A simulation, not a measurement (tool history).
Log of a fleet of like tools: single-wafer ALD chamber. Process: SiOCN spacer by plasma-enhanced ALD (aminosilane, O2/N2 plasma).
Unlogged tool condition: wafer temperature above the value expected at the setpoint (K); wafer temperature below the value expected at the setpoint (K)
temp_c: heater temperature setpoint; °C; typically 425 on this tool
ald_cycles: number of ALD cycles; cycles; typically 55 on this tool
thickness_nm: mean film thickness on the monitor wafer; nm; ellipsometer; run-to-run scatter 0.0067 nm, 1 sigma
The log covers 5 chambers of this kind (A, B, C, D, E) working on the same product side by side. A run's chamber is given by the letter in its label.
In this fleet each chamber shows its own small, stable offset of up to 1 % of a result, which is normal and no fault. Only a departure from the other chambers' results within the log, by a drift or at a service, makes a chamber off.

run,day,temp_c,ald_cycles,hours since the last thermocouple change,"read-back reference wafer on the same gauge, thickness_nm",thickness_nm
1C,0.146,425,55,814.6,2.9802,3.0635
2A,0.3,425,55,222.2,2.981,3.0824
3B,0.475,425,55,999.6,2.9813,3.0829
4D,0.6,425,55,1471.2,2.9795,3.0721
5E,0.779,425,55,51.4,2.9798,3.0817
6D,0.917,425,55,1478.8,2.9811,3.0826
# day 1.017: chamber B: thermocouple changed; heater temperature recalibrated
7E,1.021,425,55,57.2,2.9804,3.0797
8C,1.133,425,52,838.3,2.9811,2.8868
9B,1.212,425,52,4.8,2.9795,2.9276
10A,1.304,425,52,246.3,2.9806,2.9166
11E,1.442,425,52,67.3,2.9815,2.9183
12A,1.538,425,52,251.9,2.9806,2.9244
13D,1.704,425,55,1497.7,2.979,3.0778
14C,1.821,425,55,854.8,2.9812,3.0541
15B,1.983,425,55,23.3,2.9813,3.0894
16B,2.138,425,65,27,2.9806,3.6434
17A,2.283,425,65,269.8,2.9814,3.6415
18E,2.404,425,65,90.4,2.9818,3.6545
19C,2.533,425,65,871.9,2.9817,3.5976
20D,2.625,425,65,1519.8,2.9796,3.6519
21A,2.746,432,64,280.9,2.9804,3.5048
22C,2.896,432,64,880.6,2.9802,3.4667
23D,3.038,432,64,1529.7,2.9803,3.5002
24B,3.162,432,64,51.6,2.9803,3.5105
25E,3.267,432,64,111.1,2.9785,3.4995
26B,3.371,425,55,56.6,2.9802,3.0913
27D,3.462,425,55,1539.9,2.9789,3.0772
28A,3.579,425,55,300.9,2.981,3.0932
29E,3.7,425,55,121.5,2.9817,3.0768
30C,3.867,425,55,903.9,2.9794,3.0261
31B,3.967,425,55,70.9,2.9798,3.0943
32D,4.083,425,55,1554.8,2.9792,3.0873
33A,4.183,425,55,315.4,2.9803,3.0778

What goes on in this fleet: one chamber off, a drifting gauge, or nothing beyond the chambers' own small offsets? Name the chamber and the cause, if any.

One chamber, C, drifts off from the rest bit by bit.
What lies behind it: wafer temperature above the value expected at the setpoint (K) = 4.74.

Here are 4 candidates for chamber C's next run, each the usual settings with a change, their results left as question marks. Which one brings its results back in line with what the others give on the usual settings?
Counts as in line when no further than this from what the other chambers average on the usual settings: thickness_nm 0.025 nm
34C-1,4.312,424,56,,,?
34C-2,4.312,424,57,,,?
34C-3,4.312,432,55,,,?
34C-4,4.312,425,53,,,?

The mean the other chambers reach with the usual settings: thickness_nm 3.0846 nm
run,thickness_nm
34C-1,3.0869
34C-2,3.142
34C-3,2.953
34C-4,2.912
The right change is 34C-1: it brings the chamber back within the allowed miss of the others.

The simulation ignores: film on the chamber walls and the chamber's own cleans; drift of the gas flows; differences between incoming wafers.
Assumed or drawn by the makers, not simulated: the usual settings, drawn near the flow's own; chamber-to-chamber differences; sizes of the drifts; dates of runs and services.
